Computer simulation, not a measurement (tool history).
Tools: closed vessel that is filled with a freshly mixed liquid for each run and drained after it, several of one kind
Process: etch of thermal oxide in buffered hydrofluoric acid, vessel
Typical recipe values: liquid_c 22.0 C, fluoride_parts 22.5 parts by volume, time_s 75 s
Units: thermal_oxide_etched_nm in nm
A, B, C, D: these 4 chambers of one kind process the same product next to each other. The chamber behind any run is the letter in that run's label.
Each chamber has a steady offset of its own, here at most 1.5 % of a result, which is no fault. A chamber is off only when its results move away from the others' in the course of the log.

run,hour,liquid_c,fluoride_parts,time_s,"read-back film thickness of the thermal oxide reference wafer, read on the same gauge (nm)",thermal_oxide_etched_nm
1A,11.0,22.0,22.5,75,80.012,36.330
2C,20.7,22.0,22.5,75,79.986,36.790
3B,29.8,22.0,22.5,75,79.988,36.672
4D,36.7,22.0,22.5,75,79.997,36.266
5C,43.1,18.5,22.5,100,79.973,40.648
6B,49.8,18.5,22.5,100,80.009,40.173
7A,57.5,18.5,22.5,100,80.002,39.173
8D,64.1,18.5,22.5,100,79.991,40.291
# hour 65.8: chamber D: hydrofluoric acid flow meter replaced
9A,70.8,22.0,22.5,75,79.991,36.218
10B,80.5,22.0,22.5,75,80.018,36.185
11C,90.2,22.0,22.5,75,80.005,36.835
12D,97.3,22.0,22.5,75,79.992,36.832
13C,106.2,22.0,22.5,75,80.007,36.845
14B,111.3,22.0,22.5,75,79.987,36.157
15A,121.4,22.0,22.5,75,80.011,36.155
16D,131.6,22.0,22.5,75,80.009,36.417
17D,139.1,22.0,22.5,75,80.010,37.044
18C,144.7,22.0,22.5,75,79.982,36.860
19B,155.5,22.0,22.5,75,79.992,35.421
20A,164.1,22.0,22.5,75,80.020,36.182
21B,174.2,22.0,15.5,35,80.004,22.704
22A,180.3,22.0,15.5,35,79.987,23.571
23D,188.3,22.0,15.5,35,79.996,24.139
24C,197.7,22.0,15.5,35,80.017,24.025
25C,208.1,18.5,22.5,75,79.987,30.485
26A,218.0,18.5,22.5,75,79.994,29.564
27B,224.5,18.5,22.5,75,80.015,28.247
28D,234.4,18.5,22.5,75,80.016,30.165
29C,245.3,22.0,22.5,75,80.000,36.665
30A,255.9,22.0,22.5,75,80.005,36.209
31D,264.0,22.0,22.5,75,79.992,36.678
32B,275.1,22.0,22.5,75,80.003,34.876
33D,281.2,22.0,22.5,75,80.008,36.875
34B,289.0,22.0,22.5,75,80.006,33.629
35A,300.0,22.0,22.5,75,79.996,36.133
36C,306.6,22.0,18.0,50,80.013,29.923
37B,313.9,22.0,18.0,50,79.991,26.617
38D,324.8,22.0,18.0,50,80.006,29.446
39A,335.3,22.0,18.0,50,80.020,28.927
40C,341.4,22.0,22.5,75,79.996,36.759
41C,351.3,22.0,22.5,75,79.990,36.730
42A,362.0,22.0,22.5,75,79.991,36.033
43D,368.0,22.0,22.5,75,80.003,37.064

Next, all 4 chambers run the settings below, one line each with question marks for the results. What does each chamber give?
44A,376.1,22.0,22.5,75,,?
44B,376.1,22.0,22.5,75,,?
44C,376.1,22.0,22.5,75,,?
44D,376.1,22.0,22.5,75,,?

run,thermal_oxide_etched_nm
44A,35.974
44B,33.371
44C,36.357
44D,36.710

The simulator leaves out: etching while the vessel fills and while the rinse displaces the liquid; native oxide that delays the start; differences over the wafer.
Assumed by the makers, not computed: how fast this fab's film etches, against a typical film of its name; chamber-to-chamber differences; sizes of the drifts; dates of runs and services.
